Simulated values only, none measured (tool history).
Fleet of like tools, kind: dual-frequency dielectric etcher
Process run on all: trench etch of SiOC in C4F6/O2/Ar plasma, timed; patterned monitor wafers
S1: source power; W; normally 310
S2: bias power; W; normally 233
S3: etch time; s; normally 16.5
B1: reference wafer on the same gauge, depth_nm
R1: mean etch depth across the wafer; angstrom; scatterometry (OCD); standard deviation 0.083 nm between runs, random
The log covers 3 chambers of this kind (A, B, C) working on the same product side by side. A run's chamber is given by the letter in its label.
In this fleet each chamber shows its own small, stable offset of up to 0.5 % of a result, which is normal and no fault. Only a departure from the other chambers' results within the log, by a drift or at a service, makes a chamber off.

run  hour   S1   S2    S3      B1      R1
 1C   3.2  310  233  16.5  35.224   338.1
 2B   7.5  310  233  16.5  35.191  338.95
 3A    10  310  233  16.5  35.196  337.35
 4B  13.6  310  233  16.5  35.205   338.3
 5C  17.2  280  280  16.5  35.221  346.29
 6A  20.4  280  280  16.5  35.215  345.44
 7B  24.4  280  280  16.5  35.213  346.33
     25.1  -- chamber C: wet clean of the chamber
 8A  28.4  310  233  16.5  35.189  337.51
 9C  32.4  310  233  16.5  35.193  338.56
10A    36  310  233  16.5  35.203  337.32
11C  39.1  310  233  16.5  35.195  338.45
12B  41.8  310  233  16.5  35.199  338.93
13B  44.1  310  233  16.5  35.194  339.34
14A  46.2  310  233  16.5  35.201  338.52
15C  49.3  310  233  16.5  35.193  337.92
16A  53.4  280  194  16.5  35.198  305.72
17B  57.1  280  194  16.5  35.197  305.22
18C  61.7  280  194  16.5  35.201  306.66
19B  65.9  310  233  16.5  35.194  337.79
20C  68.9  260  233  18.5  35.169  353.93
21A    73  260  233  18.5  35.216  353.62
22B  75.6  260  233  18.5  35.196  354.48
23C  80.2  310  233  16.5  35.189  337.47
24A  82.7  310  233  16.5    35.2  336.93
25A  85.9  310  233  16.5  35.195   337.4
26B  89.3  310  233  16.5  35.184  338.49
27C  92.1  310  233  16.5  35.195  338.79
28B  94.7  310  233  16.5  35.197  338.76
29C    97  310  233  16.5  35.201  336.55
30A   100  310  233  16.5  35.194   337.3
31B   104  340  270  16.5  35.211  369.42

Has any chamber moved away from the others, gradually or after a service, or does the common gauge drift, or do the chambers differ only by their own small steady offsets? State the chamber and the most likely cause if one applies.

Beyond each chamber's small constant offset nothing stands out, and the gauge stays steady.
